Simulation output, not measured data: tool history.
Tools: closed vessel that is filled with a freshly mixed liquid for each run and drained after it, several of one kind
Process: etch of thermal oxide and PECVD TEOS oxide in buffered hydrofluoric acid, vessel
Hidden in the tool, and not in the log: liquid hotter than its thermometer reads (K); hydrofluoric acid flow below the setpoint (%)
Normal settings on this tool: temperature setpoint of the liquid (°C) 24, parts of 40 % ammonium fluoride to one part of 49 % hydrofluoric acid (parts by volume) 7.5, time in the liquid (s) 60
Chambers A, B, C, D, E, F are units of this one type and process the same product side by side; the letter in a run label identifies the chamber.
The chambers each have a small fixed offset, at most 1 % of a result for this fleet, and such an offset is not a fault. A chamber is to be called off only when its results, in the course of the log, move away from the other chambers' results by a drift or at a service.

run,hour,temperature setpoint of the liquid (°C),parts of 40 % ammonium fluoride to one part of 49 % hydrofluoric acid (parts by volume),time in the liquid (s),hours since the thermometer was replaced,hours since the hydrofluoric acid flow meter was replaced,"read-back film thickness of the thermal oxide reference wafer, read on the same gauge (nm)","read-back film thickness of the PECVD TEOS oxide reference wafer, read on the same gauge (nm)",thickness taken off the thermal oxide on a monitor wafer (angstrom),thickness taken off the PECVD TEOS oxide on a monitor wafer (angstrom)
1E,9.6,24,7.5,60,816.4,407.5,109.97,59.979,909.04,1680.5
# hour 10.9: chamber E: hydrofluoric acid flow meter replaced
2C,23.4,24,7.5,60,837,731.9,110,60.008,907.8,1662.3
3D,31.9,24,7.5,60,633.3,88.6,110,59.994,917.51,1661
4F,47.6,24,7.5,60,547,413.3,110,59.997,913.76,1669.8
# hour 58.9: chamber A: thermometer replaced
5A,62.7,24,7.5,60,3.8,2411.8,110.01,60.012,903.92,1665.3
# hour 65.2: chamber A: hydrofluoric acid flow meter replaced
6B,70.4,24,5.5,60,1846.7,461.5,109.97,60.012,1230.5,2232.1
7A,84.2,24,5.5,60,25.3,19,110.01,60.004,1212.3,2228.1
8B,100.1,24,5.5,60,1876.4,491.2,110,59.995,1257,2237.2
9F,108.1,24,5.5,60,607.5,473.8,110.01,59.991,1204.3,2195.7
10D,115.3,24,5.5,60,716.7,172,110.03,59.991,1220.3,2244.7
11C,131.7,24,5.5,60,945.3,840.2,110,59.997,1207.4,2202.1
12E,144,24,7.5,60,950.8,133.1,110,59.984,902.02,1666.6
13F,153.8,24,7.5,80,653.2,519.5,110.01,59.994,1236.7,2204.3
14C,162.6,24,7.5,80,976.2,871.1,110,59.995,1224.9,2214.7
15B,176.5,24,7.5,80,1952.8,567.6,110.03,60.009,1219.6,2236.6
16D,183.8,24,7.5,80,785.2,240.5,110,59.976,1218.5,2208.3
17A,192.6,24,7.5,80,133.7,127.4,110.01,59.98,1205.1,2236
18E,203.3,24,7.5,80,1010.1,192.4,110.01,59.984,1218.2,2243.4
19E,210.5,24,7.5,60,1017.3,199.6,109.99,59.993,902.05,1679.4
20A,224.3,24,7.5,60,165.4,159.1,110.03,59.995,896.73,1676
21B,238.5,24,7.5,60,2014.8,629.6,109.98,60.004,923.55,1670.8
22C,245.5,24,7.5,60,1059.1,954,109.98,60.002,920.89,1668
23D,259.1,24,7.5,60,860.5,315.8,109.98,60.001,906.49,1669.8
24F,270.2,24,7.5,60,769.6,635.9,110,59.995,919.82,1650.4
25A,283.9,24,7.5,60,225,218.7,109.98,60.024,904.16,1677.2
26F,294,24,7.5,60,793.4,659.7,110.02,59.997,921.75,1656.9
27C,303.2,24,7.5,60,1116.8,1011.7,110.01,59.989,933.71,1668
28D,315.5,24,7.5,60,916.9,372.2,110,60.003,910.87,1663.1
29E,330.7,24,7.5,60,1137.5,319.8,110.01,60.001,900.32,1680.3
30B,342.1,24,7.5,60,2118.4,733.2,110,59.984,917.06,1660.7
31B,357.2,24,7.5,60,2133.5,748.3,109.99,60.01,912.15,1677.3
32D,368.5,24,7.5,60,969.9,425.2,110.01,60.004,906.72,1664
33C,376.4,24,7.5,60,1190,1084.9,109.99,59.976,896.86,1660.8
34F,391.8,24,7.5,60,891.2,757.5,109.99,59.993,929.07,1654.6
35A,404.9,24,7.5,60,346,339.7,110.01,60.013,912.77,1664.1
36E,416.7,25.5,7.5,50,1223.5,405.8,110.01,60.02,824.19,1523.7
37A,426.1,25.5,7.5,50,367.2,360.9,110.01,60.008,821.77,1516.6
38E,433.6,25.5,7.5,50,1240.4,422.7,110,59.987,813.18,1516.7
39F,442.1,25.5,7.5,50,941.5,807.8,110.01,60.006,845.49,1493.3

Has any chamber moved away from the others, gradually or after a service, or does the common gauge drift, or do the chambers differ only by their own small steady offsets? State the chamber and the most likely cause if one applies.

No chamber stands off beyond its own small offset, and the gauge holds steady.
